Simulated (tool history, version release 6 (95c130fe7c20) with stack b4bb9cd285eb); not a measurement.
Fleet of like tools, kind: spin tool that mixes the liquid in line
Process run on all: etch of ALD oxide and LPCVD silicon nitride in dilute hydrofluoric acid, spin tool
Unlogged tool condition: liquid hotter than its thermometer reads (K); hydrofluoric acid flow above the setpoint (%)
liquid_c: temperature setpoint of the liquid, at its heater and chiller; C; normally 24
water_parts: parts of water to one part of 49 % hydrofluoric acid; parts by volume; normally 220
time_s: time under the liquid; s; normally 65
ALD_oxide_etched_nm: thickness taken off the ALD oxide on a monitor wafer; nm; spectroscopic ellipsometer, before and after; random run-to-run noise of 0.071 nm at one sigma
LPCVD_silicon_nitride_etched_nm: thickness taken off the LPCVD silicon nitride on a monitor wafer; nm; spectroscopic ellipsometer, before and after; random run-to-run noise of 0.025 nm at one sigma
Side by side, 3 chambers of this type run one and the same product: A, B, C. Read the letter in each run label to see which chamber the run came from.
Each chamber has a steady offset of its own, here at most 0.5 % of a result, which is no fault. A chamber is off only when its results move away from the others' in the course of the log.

run	hour	liquid_c	water_parts	time_s	hours since the thermometer was replaced	hours since the hydrofluoric acid flow meter was replaced	read-back film thickness of the ALD oxide reference wafer, read on the same gauge (nm)	read-back film thickness of the LPCVD silicon nitride reference wafer, read on the same gauge (nm)	ALD_oxide_etched_nm	LPCVD_silicon_nitride_etched_nm
1B	4.9	24	220	65	168.2	869.6	119.96	140.00	7.5878	0.122670
2C	10.8	24	220	65	248.5	133.6	119.98	140.04	7.6133	0.124820
3A	16.7	24	220	65	1270.6	647.1	119.99	140.01	7.7395	0.167320
4A	22.0	24	220	65	1275.9	652.4	120.01	139.98	7.8253	0.201110
5B	27.4	24	220	35	190.7	892.1	120.00	140.02	4.1435	0.094287
6C	34.1	24	220	35	271.8	156.9	119.96	140.04	4.1394	0.074721
7C	41.5	24	220	35	279.2	164.3	120.01	140.01	4.0943	0.062366
8A	46.0	24	220	65	1299.9	676.4	120.00	139.96	7.9361	0.154250
9B	49.7	24	220	65	213.0	914.4	120.00	140.03	7.6745	0.162270
10C	56.0	24	220	65	293.7	178.8	119.99	139.97	7.7466	0.164720
11B	59.7	24	220	65	223.0	924.4	120.03	140.00	7.5943	0.127030
12A	64.5	24	220	65	1318.4	694.9	119.99	139.92	7.8292	0.139310
13A	69.6	24	220	65	1323.5	700.0	120.00	139.98	7.8590	0.176360
14B	75.9	24	220	65	239.2	940.6	120.01	140.02	7.5937	0.132460
15C	80.4	24	220	65	318.1	203.2	120.00	140.03	7.6510	0.162970
16A	85.2	24	220	65	1339.1	715.6	120.01	140.00	7.9143	0.112150
17C	90.0	24	220	65	327.7	212.8	120.00	140.01	7.6971	0.142410
18B	94.0	24	220	65	257.3	958.7	119.97	140.06	7.6406	0.131920
19A	97.3	24	220	65	1351.2	727.7	120.00	140.05	7.9453	0.162580
20B	104.7	24	220	65	268.0	969.4	119.99	139.96	7.6421	0.154130
21C	108.5	24	125	80	346.2	231.3	120.00	140.00	18.7750	0.244310
22C	115.8	24	125	80	353.5	238.6	120.01	140.03	18.7510	0.296720
23A	122.8	24	125	80	1376.7	753.2	120.01	140.05	18.9850	0.327810
24B	129.8	24	220	65	293.1	994.5	120.00	140.04	7.6651	0.175020
25A	135.9	24	220	65	1389.8	766.3	120.06	140.07	7.9922	0.194690
26B	140.1	24	220	65	303.4	1004.8	120.02	139.96	7.6187	0.168620
27C	145.9	24	220	65	383.6	268.7	120.04	140.03	7.7743	0.137970
28C	151.6	24	220	65	389.3	274.4	119.99	140.06	7.7365	0.111950
29A	157.2	24	220	65	1411.1	787.6	120.00	139.98	7.9612	0.155240
30B	164.7	24	220	65	328.0	1029.4	120.03	139.99	7.6484	0.149790
31A	168.6	24	220	65	1422.5	799.0	120.04	139.99	8.1385	0.090019
32B	175.1	24	220	65	338.4	1039.8	120.00	139.96	7.6786	0.131300
33C	179.9	24	220	65	417.6	302.7	120.01	140.04	7.7567	0.139990
34C	183.5	24	220	65	421.2	306.3	120.01	139.94	7.6064	0.135240
35B	189.6	24	220	65	352.9	1054.3	120.00	140.02	7.5984	0.106460
36A	193.3	24	220	65	1447.2	823.7	120.00	140.03	8.2302	0.161630
37B	198.8	24	220	65	362.1	1063.5	120.00	140.01	7.5668	0.159180
38C	202.4	24	220	65	440.1	325.2	119.98	139.94	7.8122	0.126520
39A	206.6	24	220	65	1460.5	837.0	119.96	139.97	8.2497	0.161440
40A	213.4	24	220	65	1467.3	843.8	120.03	139.98	8.2891	0.148340
41C	219.2	24	220	65	456.9	342.0	120.01	140.04	7.7153	0.119870
42B	222.5	24	220	65	385.8	1087.2	119.98	140.00	7.6836	0.125680
43B	226.5	24	220	65	389.8	1091.2	120.00	139.98	7.6569	0.148590
44C	230.3	24	220	65	468.0	353.1	120.00	139.98	7.7587	0.114930

Next, every chamber runs the same settings. What will each give?
45A	235.7	24	220	35					?	?
45B	235.7	24	220	35					?	?
45C	235.7	24	220	35					?	?

run	ALD_oxide_etched_nm	LPCVD_silicon_nitride_etched_nm
45A	4.4843	0.086918
45B	4.0926	0.080679
45C	4.1383	0.068212
